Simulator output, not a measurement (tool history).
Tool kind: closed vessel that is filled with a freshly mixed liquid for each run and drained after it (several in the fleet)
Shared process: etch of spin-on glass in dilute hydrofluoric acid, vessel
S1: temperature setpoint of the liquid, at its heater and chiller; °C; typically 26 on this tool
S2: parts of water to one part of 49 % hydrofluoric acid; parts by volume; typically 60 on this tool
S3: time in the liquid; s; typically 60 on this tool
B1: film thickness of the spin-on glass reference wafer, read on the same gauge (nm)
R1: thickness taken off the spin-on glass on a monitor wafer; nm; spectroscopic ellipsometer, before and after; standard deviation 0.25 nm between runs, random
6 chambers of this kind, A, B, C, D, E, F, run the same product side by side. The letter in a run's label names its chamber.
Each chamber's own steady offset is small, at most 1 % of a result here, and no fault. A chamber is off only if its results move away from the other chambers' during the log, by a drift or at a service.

{"run": "1B", "hour": 6.3, "S1": 26, "S2": 60, "S3": 60, "B1": 120.01, "R1": 27.497}
{"run": "2E", "hour": 11.6, "S1": 26, "S2": 60, "S3": 60, "B1": 119.97, "R1": 27.557}
{"run": "3C", "hour": 17.0, "S1": 26, "S2": 60, "S3": 60, "B1": 120.01, "R1": 27.105}
{"run": "4A", "hour": 23.1, "S1": 26, "S2": 60, "S3": 60, "B1": 120, "R1": 28.466}
{"hour": 30.8, "done": "chamber E: hydrofluoric acid flow meter replaced"}
{"run": "5D", "hour": 31.1, "S1": 26, "S2": 60, "S3": 60, "B1": 120.02, "R1": 27.356}
{"run": "6F", "hour": 36.0, "S1": 26, "S2": 60, "S3": 60, "B1": 120, "R1": 27.835}
{"run": "7F", "hour": 40.4, "S1": 26, "S2": 60, "S3": 60, "B1": 119.98, "R1": 27.504}
{"run": "8E", "hour": 45.1, "S1": 26, "S2": 75, "S3": 90, "B1": 120.01, "R1": 32.12}
{"run": "9D", "hour": 53.0, "S1": 26, "S2": 75, "S3": 90, "B1": 120.01, "R1": 32.476}
{"run": "10B", "hour": 57.9, "S1": 26, "S2": 75, "S3": 90, "B1": 119.99, "R1": 32.398}
{"run": "11C", "hour": 62.7, "S1": 26, "S2": 75, "S3": 90, "B1": 120.01, "R1": 32.815}
{"run": "12A", "hour": 68.8, "S1": 26, "S2": 75, "S3": 90, "B1": 120.01, "R1": 32.97}
{"run": "13D", "hour": 76.0, "S1": 26, "S2": 75, "S3": 90, "B1": 120.01, "R1": 32.707}
{"run": "14B", "hour": 83.1, "S1": 26, "S2": 75, "S3": 60, "B1": 120.01, "R1": 21.643}
{"run": "15A", "hour": 89.5, "S1": 26, "S2": 75, "S3": 60, "B1": 119.99, "R1": 21.658}
{"run": "16C", "hour": 98.6, "S1": 26, "S2": 75, "S3": 60, "B1": 119.99, "R1": 22.076}
{"run": "17E", "hour": 107.7, "S1": 26, "S2": 75, "S3": 60, "B1": 120.05, "R1": 21.704}
{"run": "18F", "hour": 113.0, "S1": 26, "S2": 75, "S3": 60, "B1": 119.98, "R1": 21.406}
{"run": "19A", "hour": 117.6, "S1": 26, "S2": 75, "S3": 60, "B1": 119.98, "R1": 21.9}
{"run": "20E", "hour": 121.9, "S1": 26, "S2": 60, "S3": 60, "B1": 120, "R1": 28.491}
{"run": "21B", "hour": 126.3, "S1": 26, "S2": 60, "S3": 60, "B1": 120.02, "R1": 28.028}
{"hour": 134.3, "done": "chamber D: hydrofluoric acid flow meter replaced"}
{"run": "22F", "hour": 135.5, "S1": 26, "S2": 30, "S3": 60, "B1": 120.01, "R1": 59.841}
{"run": "23D", "hour": 141.8, "S1": 26, "S2": 30, "S3": 60, "B1": 120, "R1": 57.343}
{"run": "24C", "hour": 150.7, "S1": 26, "S2": 30, "S3": 60, "B1": 120, "R1": 56.874}
{"run": "25E", "hour": 158.7, "S1": 26, "S2": 30, "S3": 60, "B1": 120, "R1": 60.188}
{"run": "26B", "hour": 164.5, "S1": 26, "S2": 30, "S3": 60, "B1": 119.99, "R1": 56.47}
{"run": "27A", "hour": 170.4, "S1": 26, "S2": 30, "S3": 60, "B1": 119.98, "R1": 59.485}
{"run": "28D", "hour": 174.9, "S1": 26, "S2": 60, "S3": 60, "B1": 120, "R1": 27.786}
{"run": "29F", "hour": 180.3, "S1": 26, "S2": 60, "S3": 60, "B1": 120, "R1": 27.919}
{"run": "30C", "hour": 189.4, "S1": 26, "S2": 60, "S3": 60, "B1": 119.97, "R1": 27.741}
{"run": "31F", "hour": 197.0, "S1": 26, "S2": 60, "S3": 60, "B1": 120, "R1": 28.179}
{"run": "32D", "hour": 205.4, "S1": 26, "S2": 60, "S3": 60, "B1": 120.01, "R1": 27.754}
{"run": "33E", "hour": 212.8, "S1": 26, "S2": 60, "S3": 60, "B1": 120.01, "R1": 29.015}
{"run": "34C", "hour": 217.6, "S1": 23.5, "S2": 85, "S3": 60, "B1": 120.04, "R1": 17.234}
{"run": "35B", "hour": 223.1, "S1": 23.5, "S2": 85, "S3": 60, "B1": 119.98, "R1": 16.943}
{"run": "36A", "hour": 229.9, "S1": 23.5, "S2": 85, "S3": 60, "B1": 120.02, "R1": 17.151}
{"run": "37F", "hour": 236.6, "S1": 23.5, "S2": 85, "S3": 60, "B1": 120, "R1": 17.253}
{"run": "38B", "hour": 244.9, "S1": 23.5, "S2": 85, "S3": 60, "B1": 120.01, "R1": 16.865}
{"run": "39A", "hour": 253.8, "S1": 23.5, "S2": 85, "S3": 60, "B1": 120.01, "R1": 17.524}
{"run": "40C", "hour": 260.6, "S1": 26, "S2": 60, "S3": 60, "B1": 119.98, "R1": 28.033}

Does one chamber stand apart from the rest, does the shared gauge drift, or is all well apart from small per-chamber offsets? Give the chamber and the most likely cause, where there is one.

Chamber E drifts away from the others.
Likeliest cause: liquid hotter than its thermometer reads (K) = 1.19.
The log may not tell that from: hydrofluoric acid flow above the setpoint (%).

Which of the 4 candidates below, each the usual settings with something changed and its results left as question marks, puts chamber E back in line with what the other chambers give on the usual settings?
To be in line, a result may differ from the other chambers' mean on the usual settings by at most: R1 0.87 nm
{"run": "41E-1", "hour": 267.2, "S1": 25, "S2": 60, "S3": 60, "R1": "?"}
{"run": "41E-2", "hour": 267.2, "S1": 25.5, "S2": 60, "S3": 55, "R1": "?"}
{"run": "41E-3", "hour": 267.2, "S1": 27, "S2": 60, "S3": 60, "R1": "?"}
{"run": "41E-4", "hour": 267.2, "S1": 26.5, "S2": 55, "S3": 60, "R1": "?"}

On the usual settings, the other chambers give on average: R1 27.781 nm
run=41E-1 R1=27.898
run=41E-2 R1=26.09
run=41E-3 R1=30.184
run=41E-4 R1=32.541
41E-1 is the one that brings the chamber's results back in line with the other chambers.
